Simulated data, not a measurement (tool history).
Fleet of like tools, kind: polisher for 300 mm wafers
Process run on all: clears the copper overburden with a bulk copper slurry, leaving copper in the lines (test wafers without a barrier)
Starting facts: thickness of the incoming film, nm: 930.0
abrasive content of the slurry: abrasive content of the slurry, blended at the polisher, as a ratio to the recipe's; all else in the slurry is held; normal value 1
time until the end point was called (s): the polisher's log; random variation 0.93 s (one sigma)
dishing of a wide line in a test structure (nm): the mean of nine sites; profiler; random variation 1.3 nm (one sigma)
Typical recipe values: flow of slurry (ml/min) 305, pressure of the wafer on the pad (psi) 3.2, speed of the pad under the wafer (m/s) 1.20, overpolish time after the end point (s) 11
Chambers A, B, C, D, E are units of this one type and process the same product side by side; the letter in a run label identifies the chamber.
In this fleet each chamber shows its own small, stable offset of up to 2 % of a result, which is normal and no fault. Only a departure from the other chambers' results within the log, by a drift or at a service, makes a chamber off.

run   hour  flow of slurry (ml/min)  pressure of the wafer on the pad (psi)  speed of the pad under the wafer (m/s)  abrasive content of the slurry  overpolish time after the end point (s)  time until the end point was called (s)  dishing of a wide line in a test structure (nm)
 1E    4.9                      305                                     3.2                                    1.20                               1                                       11                                   76.155                                           79.162
 2D    9.6                      305                                     3.2                                    1.20                               1                                       11                                   75.047                                           76.944
 3A   13.2                      305                                     3.2                                    1.20                               1                                       11                                   74.833                                           79.182
 4B   16.2                      305                                     3.2                                    1.20                               1                                       11                                   75.922                                           81.520
 5C   19.2                      305                                     3.2                                    1.20                               1                                       11                                   74.947                                           80.135
 6E   24.1                      305                                     3.2                                    1.20                               1                                       11                                   73.770                                           78.465
      25.1  -- chamber D: slurry blender recalibrated
 7A   26.2                      305                                     3.2                                    1.20                               1                                       11                                   73.165                                           79.673
      28.1  -- chamber B: worn pad replaced by a new one
 8C   29.9                      305                                     3.2                                    1.20                               1                                       11                                   74.901                                           78.642
 9D   34.5                      305                                     3.2                                    1.20                               1                                       11                                   74.620                                           79.084
10B   38.6                      305                                     3.2                                    1.20                               1                                       11                                   75.224                                           78.106
      40.9  -- chamber C: worn pad replaced by a new one
11D   41.3                      305                                     3.2                                    1.06                               1                                       11                                   85.280                                           73.285
12A   44.8                      305                                     3.2                                    1.06                               1                                       11                                   83.460                                           72.903
13C   48.5                      305                                     3.2                                    1.06                               1                                       11                                   84.111                                           71.318
      48.8  -- chamber B: head pressure recalibrated
14E   52.7                      305                                     3.2                                    1.06                               1                                       11                                   86.044                                           71.370
15B   55.8                      305                                     3.2                                    1.06                               1                                       11                                   88.733                                           71.405
16B   60.3                      305                                     3.2                                    1.20                               1                                       11                                   74.966                                           76.295
17D   63.6                      305                                     3.2                                    1.20                               1                                       11                                   76.258                                           79.430
18A   66.0                      305                                     3.2                                    1.20                               1                                       11                                   74.432                                           78.317
      67.7  -- chamber D: worn pad replaced by a new one
19E   70.7                      305                                     3.2                                    1.20                               1                                       11                                   75.798                                           77.942
      72.9  -- chamber E: worn pad replaced by a new one
20C   75.5                      305                                     3.2                                    1.20                               1                                       11                                   74.000                                           79.881
      76.7  -- chamber A: worn pad replaced by a new one
21C   78.0                      305                                     3.2                                    1.20                               1                                       11                                   76.288                                           80.446
22D   82.2                      305                                     3.2                                    1.20                               1                                       11                                   74.310                                           80.526
23E   87.1                      305                                     3.2                                    1.20                               1                                       11                                   73.270                                           81.520
      88.8  -- chamber C: worn pad replaced by a new one
24B   89.2                      305                                     3.2                                    1.20                               1                                       11                                   77.979                                           76.672
25A   92.7                      305                                     3.2                                    1.20                               1                                       11                                   74.521                                           79.787
26B   94.9                      305                                     3.2                                    1.20                               1                                       11                                   79.041                                           76.725
      97.3  -- chamber D: slurry nozzle cleaned
27E   98.9                      305                                     3.2                                    1.20                               1                                       11                                   75.581                                           78.170
      99.2  -- chamber E: slurry nozzle cleaned
28A  103.3                      305                                     3.2                                    1.20                               1                                       11                                   73.582                                           78.840
29D  106.4                      305                                     3.2                                    1.20                               1                                       11                                   75.019                                           75.945
30C  108.8                      235                                     3.2                                    1.20                               1                                       11                                   76.493                                           76.865
31E  111.4                      235                                     3.2                                    1.20                               1                                       11                                   78.130                                           79.059
32A  114.6                      235                                     3.2                                    1.20                               1                                       11                                   76.205                                           78.643
33D  117.4                      235                                     3.2                                    1.20                               1                                       11                                   77.241                                           76.447
     119.8  -- chamber B: worn pad replaced by a new one
34B  120.1                      235                                     3.2                                    1.20                               1                                       11                                   81.861                                           74.386
35C  124.8                      305                                     3.2                                    1.20                               1                                       11                                   75.513                                           79.064

Does one chamber stand apart from the rest, does the shared gauge drift, or is all well apart from small per-chamber offsets? Give the chamber and the most likely cause, where there is one.

One chamber, B, drifts off from the rest bit by bit.
Most likely cause: abrasive missing from the slurry, % = 26.9.
From this log alone, it may not be told apart from: slurry flow missing at the pad, %.

Chamber B could run next with any of the 4 candidate recipes listed below; each alters the usual settings, and their results appear as question marks. Which one brings its results back in line with what the other chambers deliver on the usual settings?
In line here means within this much of the mean the other chambers give on the usual settings: time until the end point was called (s) 3.200; dishing of a wide line in a test structure (nm) 4.600
36B-1  128.3                      305                                     3.4                                    1.30                               1                                       11                                        ?                                                ?
36B-2  128.3                      305                                     3.0                                    1.12                               1                                       11                                        ?                                                ?
36B-3  128.3                      305                                     3.3                                    1.24                               1                                       11                                        ?                                                ?
36B-4  128.3                      305                                     3.1                                    1.16                               1                                       11                                        ?                                                ?

On the usual settings, the other chambers give on average: time until the end point was called (s) 74.757; dishing of a wide line in a test structure (nm) 78.958
  run  time until the end point was called (s)  dishing of a wide line in a test structure (nm)
36B-1                                   69.634                                           83.653
36B-2                                   91.480                                           67.972
36B-3                                   75.188                                           79.066
36B-4                                   85.506                                           71.660
Change 36B-3 lands the chamber within the allowed miss of the other chambers.
